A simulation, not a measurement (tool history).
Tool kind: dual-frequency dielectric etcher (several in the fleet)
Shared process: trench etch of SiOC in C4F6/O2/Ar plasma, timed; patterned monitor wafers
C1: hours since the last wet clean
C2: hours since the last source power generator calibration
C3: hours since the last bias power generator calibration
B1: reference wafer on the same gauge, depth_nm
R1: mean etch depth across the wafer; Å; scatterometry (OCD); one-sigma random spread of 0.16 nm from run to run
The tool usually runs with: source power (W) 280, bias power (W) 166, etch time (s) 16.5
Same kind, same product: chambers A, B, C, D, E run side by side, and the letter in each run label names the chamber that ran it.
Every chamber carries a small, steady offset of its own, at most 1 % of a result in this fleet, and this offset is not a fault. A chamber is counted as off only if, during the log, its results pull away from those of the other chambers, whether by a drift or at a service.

run 1E hour=8.7 | source_power_(W)=280 bias_power_(W)=166 etch_time_(s)=16.5 | C1=509.9 C2=4535.3 C3=1212.3 | B1=27.007 | R1=287.82
run 2A hour=22.4 | source_power_(W)=280 bias_power_(W)=166 etch_time_(s)=16.5 | C1=363.2 C2=572.5 C3=1743 | B1=27.049 | R1=291.82
-- hour=25 chamber E: source power generator calibrated
run 3B hour=34.7 | source_power_(W)=280 bias_power_(W)=166 etch_time_(s)=16.5 | C1=287.7 C2=975.1 C3=2910.1 | B1=26.979 | R1=292.02
run 4D hour=41.9 | source_power_(W)=280 bias_power_(W)=166 etch_time_(s)=16.5 | C1=304.5 C2=1904.8 C3=1233.4 | B1=27.01 | R1=290.04
run 5C hour=51.4 | source_power_(W)=280 bias_power_(W)=166 etch_time_(s)=16.5 | C1=287.3 C2=1699.6 C3=1295.4 | B1=27.008 | R1=292.8
run 6C hour=64.2 | source_power_(W)=280 bias_power_(W)=132 etch_time_(s)=18.5 | C1=300.1 C2=1712.4 C3=1308.2 | B1=26.99 | R1=306.03
run 7E hour=74.4 | source_power_(W)=280 bias_power_(W)=132 etch_time_(s)=18.5 | C1=575.6 C2=49.4 C3=1278 | B1=27.027 | R1=300.87
run 8A hour=81.8 | source_power_(W)=280 bias_power_(W)=132 etch_time_(s)=18.5 | C1=422.6 C2=631.9 C3=1802.4 | B1=26.982 | R1=301.25
run 9B hour=94.3 | source_power_(W)=280 bias_power_(W)=132 etch_time_(s)=18.5 | C1=347.3 C2=1034.7 C3=2969.7 | B1=27.006 | R1=299.99
run 10D hour=100.9 | source_power_(W)=280 bias_power_(W)=132 etch_time_(s)=18.5 | C1=363.5 C2=1963.8 C3=1292.4 | B1=27.006 | R1=300.26
-- hour=107.1 chamber E: wet clean of the chamber
run 11C hour=111.7 | source_power_(W)=280 bias_power_(W)=166 etch_time_(s)=16.5 | C1=347.6 C2=1759.9 C3=1355.7 | B1=27.066 | R1=290.58
run 12E hour=123 | source_power_(W)=280 bias_power_(W)=166 etch_time_(s)=16.5 | C1=16 C2=98 C3=1326.6 | B1=26.981 | R1=290.57
run 13B hour=134.9 | source_power_(W)=280 bias_power_(W)=166 etch_time_(s)=16.5 | C1=387.9 C2=1075.3 C3=3010.3 | B1=26.991 | R1=291.91
run 14D hour=145.4 | source_power_(W)=280 bias_power_(W)=166 etch_time_(s)=16.5 | C1=408 C2=2008.3 C3=1336.9 | B1=26.999 | R1=287.49
run 15A hour=157.2 | source_power_(W)=280 bias_power_(W)=166 etch_time_(s)=16.5 | C1=498 C2=707.3 C3=1877.8 | B1=27.022 | R1=286.29
run 16A hour=171.8 | source_power_(W)=280 bias_power_(W)=166 etch_time_(s)=16.5 | C1=512.6 C2=721.9 C3=1892.4 | B1=27.005 | R1=289.22
run 17B hour=178.8 | source_power_(W)=280 bias_power_(W)=166 etch_time_(s)=16.5 | C1=431.8 C2=1119.2 C3=3054.2 | B1=27.001 | R1=292.07
-- hour=187.2 chamber D: wet clean of the chamber
run 18E hour=192.7 | source_power_(W)=280 bias_power_(W)=166 etch_time_(s)=16.5 | C1=85.7 C2=167.7 C3=1396.3 | B1=27.009 | R1=289.73
run 19D hour=201.3 | source_power_(W)=280 bias_power_(W)=166 etch_time_(s)=16.5 | C1=14.1 C2=2064.2 C3=1392.8 | B1=26.968 | R1=287.58
run 20C hour=210.9 | source_power_(W)=280 bias_power_(W)=166 etch_time_(s)=16.5 | C1=446.8 C2=1859.1 C3=1454.9 | B1=26.958 | R1=294.6
run 21B hour=221.5 | source_power_(W)=280 bias_power_(W)=166 etch_time_(s)=16.5 | C1=474.5 C2=1161.9 C3=3096.9 | B1=26.989 | R1=289.77
-- hour=232.7 chamber B: wet clean of the chamber
run 22C hour=236.1 | source_power_(W)=280 bias_power_(W)=166 etch_time_(s)=16.5 | C1=472 C2=1884.3 C3=1480.1 | B1=26.99 | R1=295.23
-- hour=239.7 chamber C: wet clean of the chamber
run 23D hour=250.6 | source_power_(W)=280 bias_power_(W)=166 etch_time_(s)=16.5 | C1=63.4 C2=2113.5 C3=1442.1 | B1=26.972 | R1=287.96
run 24A hour=259.6 | source_power_(W)=280 bias_power_(W)=166 etch_time_(s)=16.5 | C1=600.4 C2=809.7 C3=1980.2 | B1=26.992 | R1=288.73
-- hour=263.4 chamber B: bias power generator calibrated
run 25E hour=272.2 | source_power_(W)=280 bias_power_(W)=132 etch_time_(s)=16.5 | C1=165.2 C2=247.2 C3=1475.8 | B1=27.023 | R1=267.61
run 26D hour=283.5 | source_power_(W)=280 bias_power_(W)=132 etch_time_(s)=16.5 | C1=96.3 C2=2146.4 C3=1475 | B1=26.984 | R1=269.27
run 27C hour=290.3 | source_power_(W)=280 bias_power_(W)=132 etch_time_(s)=16.5 | C1=50.7 C2=1938.5 C3=1534.3 | B1=27.017 | R1=274.01
run 28A hour=297.1 | source_power_(W)=280 bias_power_(W)=132 etch_time_(s)=16.5 | C1=637.9 C2=847.2 C3=2017.7 | B1=26.954 | R1=266.3
run 29B hour=307 | source_power_(W)=280 bias_power_(W)=132 etch_time_(s)=16.5 | C1=74.4 C2=1247.4 C3=43.6 | B1=27.003 | R1=274.75
run 30E hour=320.8 | source_power_(W)=280 bias_power_(W)=166 etch_time_(s)=13.5 | C1=213.8 C2=295.8 C3=1524.4 | B1=27.02 | R1=234.56
run 31A hour=330.2 | source_power_(W)=280 bias_power_(W)=166 etch_time_(s)=13.5 | C1=671 C2=880.3 C3=2050.8 | B1=26.989 | R1=236.49
run 32C hour=338.8 | source_power_(W)=280 bias_power_(W)=166 etch_time_(s)=13.5 | C1=99.2 C2=1987 C3=1582.8 | B1=27.006 | R1=238.37
run 33D hour=345.9 | source_power_(W)=280 bias_power_(W)=166 etch_time_(s)=13.5 | C1=158.7 C2=2208.8 C3=1537.4 | B1=26.992 | R1=234.46
run 34B hour=352.6 | source_power_(W)=280 bias_power_(W)=166 etch_time_(s)=13.5 | C1=120 C2=1293 C3=89.2 | B1=26.986 | R1=236.55
run 35E hour=359.2 | source_power_(W)=280 bias_power_(W)=166 etch_time_(s)=16.5 | C1=252.2 C2=334.2 C3=1562.8 | B1=26.976 | R1=291.81

Decide between three cases: one chamber stands off from its peers, the gauge reading all wafers drifts, or nothing is wrong past each chamber's small offset. Where a chamber is off, say which and what most likely put it there.

No chamber stands off beyond its own small offset, and the gauge holds steady.

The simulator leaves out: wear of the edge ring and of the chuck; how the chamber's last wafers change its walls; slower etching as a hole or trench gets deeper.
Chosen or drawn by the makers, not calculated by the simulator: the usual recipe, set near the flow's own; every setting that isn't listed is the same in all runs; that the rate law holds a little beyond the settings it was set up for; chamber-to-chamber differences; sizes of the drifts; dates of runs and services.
